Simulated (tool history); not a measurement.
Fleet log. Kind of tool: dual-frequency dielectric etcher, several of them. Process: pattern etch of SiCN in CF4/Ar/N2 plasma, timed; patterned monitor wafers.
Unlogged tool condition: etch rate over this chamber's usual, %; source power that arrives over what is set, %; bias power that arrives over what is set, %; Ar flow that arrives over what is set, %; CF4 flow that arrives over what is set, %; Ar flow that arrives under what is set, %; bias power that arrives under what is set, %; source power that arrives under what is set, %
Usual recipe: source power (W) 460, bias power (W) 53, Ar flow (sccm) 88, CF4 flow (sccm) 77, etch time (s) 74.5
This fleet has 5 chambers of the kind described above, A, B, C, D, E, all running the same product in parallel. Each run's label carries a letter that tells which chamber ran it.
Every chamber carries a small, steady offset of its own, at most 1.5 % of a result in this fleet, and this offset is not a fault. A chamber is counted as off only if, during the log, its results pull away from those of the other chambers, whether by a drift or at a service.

| run | hour | source power (W) | bias power (W) | Ar flow (sccm) | CF4 flow (sccm) | etch time (s) | hours since the last wet clean | hours since the last source power generator calibration | hours since the last bias power generator calibration | hours since the last Ar flow controller change | hours since the last CF4 flow controller change | read-back reference wafer on the same gauge, depth_nm | mean etch depth across the wafer (angstrom) |
|---|---|---|---|---|---|---|---|---|---|---|---|---|---|
| 1E | 14.2 | 460 | 53 | 88 | 77 | 74.5 | 365.5 | 472.1 | 1190.9 | 3334.0 | 1635.8 | 60.185 | 612.21 |
| 2D | 24.8 | 460 | 53 | 88 | 77 | 74.5 | 148.9 | 401.6 | 2269.8 | 2165.6 | 1924.9 | 60.212 | 611.17 |
| 3B | 32.4 | 460 | 53 | 88 | 77 | 74.5 | 597.4 | 1294.0 | 630.4 | 3078.1 | 2360.7 | 60.196 | 608.67 |
| 4A | 40.4 | 460 | 53 | 88 | 77 | 74.5 | 173.3 | 126.3 | 3175.8 | 2864.5 | 1568.7 | 60.214 | 602.90 |
| 5C | 49.9 | 460 | 53 | 88 | 77 | 74.5 | 150.4 | 1240.9 | 735.5 | 2342.3 | 4708.4 | 60.194 | 607.13 |
|  | 51.9 | chamber B: wet clean of the chamber |
| 6B | 59.9 | 460 | 53 | 88 | 77 | 74.5 | 8.0 | 1321.5 | 657.9 | 3105.6 | 2388.2 | 60.213 | 608.89 |
| 7D | 72.4 | 460 | 53 | 88 | 77 | 74.5 | 196.5 | 449.2 | 2317.4 | 2213.2 | 1972.5 | 60.229 | 613.86 |
| 8C | 81.4 | 460 | 53 | 88 | 77 | 74.5 | 181.9 | 1272.4 | 767.0 | 2373.8 | 4739.9 | 60.158 | 610.46 |
| 9E | 91.4 | 460 | 53 | 88 | 77 | 74.5 | 442.7 | 549.3 | 1268.1 | 3411.2 | 1713.0 | 60.173 | 611.09 |
| 10A | 100.3 | 460 | 53 | 88 | 77 | 74.5 | 233.2 | 186.2 | 3235.7 | 2924.4 | 1628.6 | 60.189 | 605.88 |
| 11E | 112.5 | 460 | 53 | 88 | 77 | 74.5 | 463.8 | 570.4 | 1289.2 | 3432.3 | 1734.1 | 60.195 | 611.21 |
|  | 122.9 | chamber C: CF4 flow controller replaced |
| 12A | 123.8 | 460 | 53 | 88 | 77 | 74.5 | 256.7 | 209.7 | 3259.2 | 2947.9 | 1652.1 | 60.205 | 606.42 |
| 13D | 138.9 | 460 | 53 | 88 | 77 | 62.0 | 263.0 | 515.7 | 2383.9 | 2279.7 | 2039.0 | 60.167 | 509.29 |
| 14B | 153.6 | 460 | 53 | 88 | 77 | 62.0 | 101.7 | 1415.2 | 751.6 | 3199.3 | 2481.9 | 60.206 | 504.88 |
| 15C | 166.5 | 460 | 53 | 88 | 77 | 62.0 | 267.0 | 1357.5 | 852.1 | 2458.9 | 43.7 | 60.219 | 510.69 |
| 16B | 174.4 | 460 | 53 | 88 | 77 | 62.0 | 122.5 | 1436.0 | 772.4 | 3220.1 | 2502.7 | 60.176 | 507.05 |
| 17A | 185.1 | 460 | 53 | 88 | 77 | 62.0 | 318.0 | 271.0 | 3320.5 | 3009.2 | 1713.4 | 60.246 | 504.17 |
| 18E | 196.1 | 460 | 53 | 88 | 77 | 74.5 | 547.4 | 654.0 | 1372.8 | 3515.9 | 1817.7 | 60.213 | 610.43 |
| 19C | 206.1 | 460 | 53 | 88 | 77 | 74.5 | 306.6 | 1397.1 | 891.7 | 2498.5 | 83.3 | 60.179 | 613.62 |
| 20D | 215.4 | 460 | 53 | 88 | 77 | 74.5 | 339.5 | 592.2 | 2460.4 | 2356.2 | 2115.5 | 60.191 | 612.77 |
| 21B | 227.1 | 460 | 53 | 88 | 77 | 74.5 | 175.2 | 1488.7 | 825.1 | 3272.8 | 2555.4 | 60.214 | 608.75 |
| 22A | 237.3 | 460 | 53 | 88 | 77 | 74.5 | 370.2 | 323.2 | 3372.7 | 3061.4 | 1765.6 | 60.205 | 603.99 |
| 23C | 251.0 | 460 | 53 | 88 | 77 | 74.5 | 351.5 | 1442.0 | 936.6 | 2543.4 | 128.2 | 60.215 | 615.19 |
| 24E | 263.3 | 460 | 44 | 88 | 77 | 93.5 | 614.6 | 721.2 | 1440.0 | 3583.1 | 1884.9 | 60.201 | 723.62 |
| 25D | 273.3 | 460 | 44 | 88 | 77 | 93.5 | 397.4 | 650.1 | 2518.3 | 2414.1 | 2173.4 | 60.180 | 727.81 |
|  | 278.1 | chamber E: wet clean of the chamber |
| 26C | 287.4 | 460 | 44 | 88 | 77 | 93.5 | 387.9 | 1478.4 | 973.0 | 2579.8 | 164.6 | 60.211 | 728.43 |
|  | 295.7 | chamber A: wet clean of the chamber |
| 27B | 298.9 | 460 | 44 | 88 | 77 | 93.5 | 247.0 | 1560.5 | 896.9 | 3344.6 | 2627.2 | 60.214 | 724.35 |
| 28D | 313.0 | 460 | 44 | 88 | 77 | 93.5 | 437.1 | 689.8 | 2558.0 | 2453.8 | 2213.1 | 60.214 | 728.14 |
| 29A | 321.9 | 460 | 53 | 88 | 77 | 74.5 | 26.3 | 407.8 | 3457.3 | 3146.0 | 1850.2 | 60.186 | 604.66 |
| 30E | 329.7 | 460 | 53 | 88 | 77 | 74.5 | 51.6 | 787.6 | 1506.4 | 3649.5 | 1951.3 | 60.187 | 612.39 |
| 31A | 344.4 | 460 | 53 | 88 | 77 | 74.5 | 48.8 | 430.3 | 3479.8 | 3168.5 | 1872.7 | 60.223 | 607.20 |
| 32E | 356.8 | 460 | 53 | 88 | 77 | 74.5 | 78.7 | 814.7 | 1533.5 | 3676.6 | 1978.4 | 60.238 | 612.43 |
| 33C | 369.6 | 460 | 53 | 88 | 77 | 74.5 | 470.1 | 1560.6 | 1055.2 | 2662.0 | 246.8 | 60.202 | 618.76 |
|  | 376.4 | chamber A: bias power generator calibrated |
| 34B | 384.0 | 460 | 53 | 88 | 77 | 74.5 | 332.1 | 1645.6 | 982.0 | 3429.7 | 2712.3 | 60.201 | 608.33 |
| 35D | 390.7 | 460 | 53 | 88 | 77 | 74.5 | 514.8 | 767.5 | 2635.7 | 2531.5 | 2290.8 | 60.228 | 610.25 |
| 36B | 398.0 | 460 | 53 | 88 | 77 | 74.5 | 346.1 | 1659.6 | 996.0 | 3443.7 | 2726.3 | 60.179 | 607.76 |
| 37A | 404.8 | 460 | 44 | 88 | 84 | 74.5 | 109.2 | 490.7 | 28.4 | 3228.9 | 1933.1 | 60.152 | 578.17 |
| 38D | 413.3 | 460 | 44 | 88 | 84 | 74.5 | 537.4 | 790.1 | 2658.3 | 2554.1 | 2313.4 | 60.195 | 587.29 |
| 39C | 421.7 | 460 | 44 | 88 | 84 | 74.5 | 522.2 | 1612.7 | 1107.3 | 2714.1 | 298.9 | 60.218 | 591.76 |
| 40E | 428.7 | 460 | 44 | 88 | 84 | 74.5 | 150.6 | 886.6 | 1605.4 | 3748.5 | 2050.3 | 60.211 | 585.86 |
| 41C | 439.8 | 460 | 44 | 88 | 84 | 74.5 | 540.3 | 1630.8 | 1125.4 | 2732.2 | 317.0 | 60.204 | 594.44 |
| 42A | 448.8 | 460 | 53 | 88 | 77 | 74.5 | 153.2 | 534.7 | 72.4 | 3272.9 | 1977.1 | 60.209 | 603.93 |
| 43D | 461.6 | 460 | 53 | 88 | 77 | 74.5 | 585.7 | 838.4 | 2706.6 | 2602.4 | 2361.7 | 60.171 | 610.33 |

One chamber off, gauge drift, or nothing amiss beyond the chambers' own small offsets? If it is a chamber, which one, and what is the likeliest cause?

It is chamber C that slowly wanders off from its peers.
Cause: etch rate over this chamber's usual, % = 1.74.
With only this log, it may be confused with: source power that arrives over what is set, %; bias power that arrives over what is set, %.

Which of the 4 candidates below, each the usual settings with something changed and its results left as question marks, puts chamber C back in line with what the other chambers give on the usual settings?
To be in line, a result may differ from the other chambers' mean on the usual settings by at most: mean etch depth across the wafer (angstrom) 5.20
| 44C-1 | 472.4 | 450 | 53 | 88 | 77 | 74.5 |  |  |  |  |  |  | ? |
| 44C-2 | 472.4 | 460 | 53 | 88 | 77 | 77.5 |  |  |  |  |  |  | ? |
| 44C-3 | 472.4 | 460 | 53 | 78 | 77 | 74.5 |  |  |  |  |  |  | ? |
| 44C-4 | 472.4 | 450 | 53 | 88 | 77 | 73.0 |  |  |  |  |  |  | ? |

The other chambers' mean on the usual settings: mean etch depth across the wafer (angstrom) 609.64
| run | mean etch depth across the wafer (angstrom) |
|---|---|
| 44C-1 | 608.61 |
| 44C-2 | 645.45 |
| 44C-3 | 632.11 |
| 44C-4 | 596.36 |
44C-1 puts the chamber back in line with the other chambers.
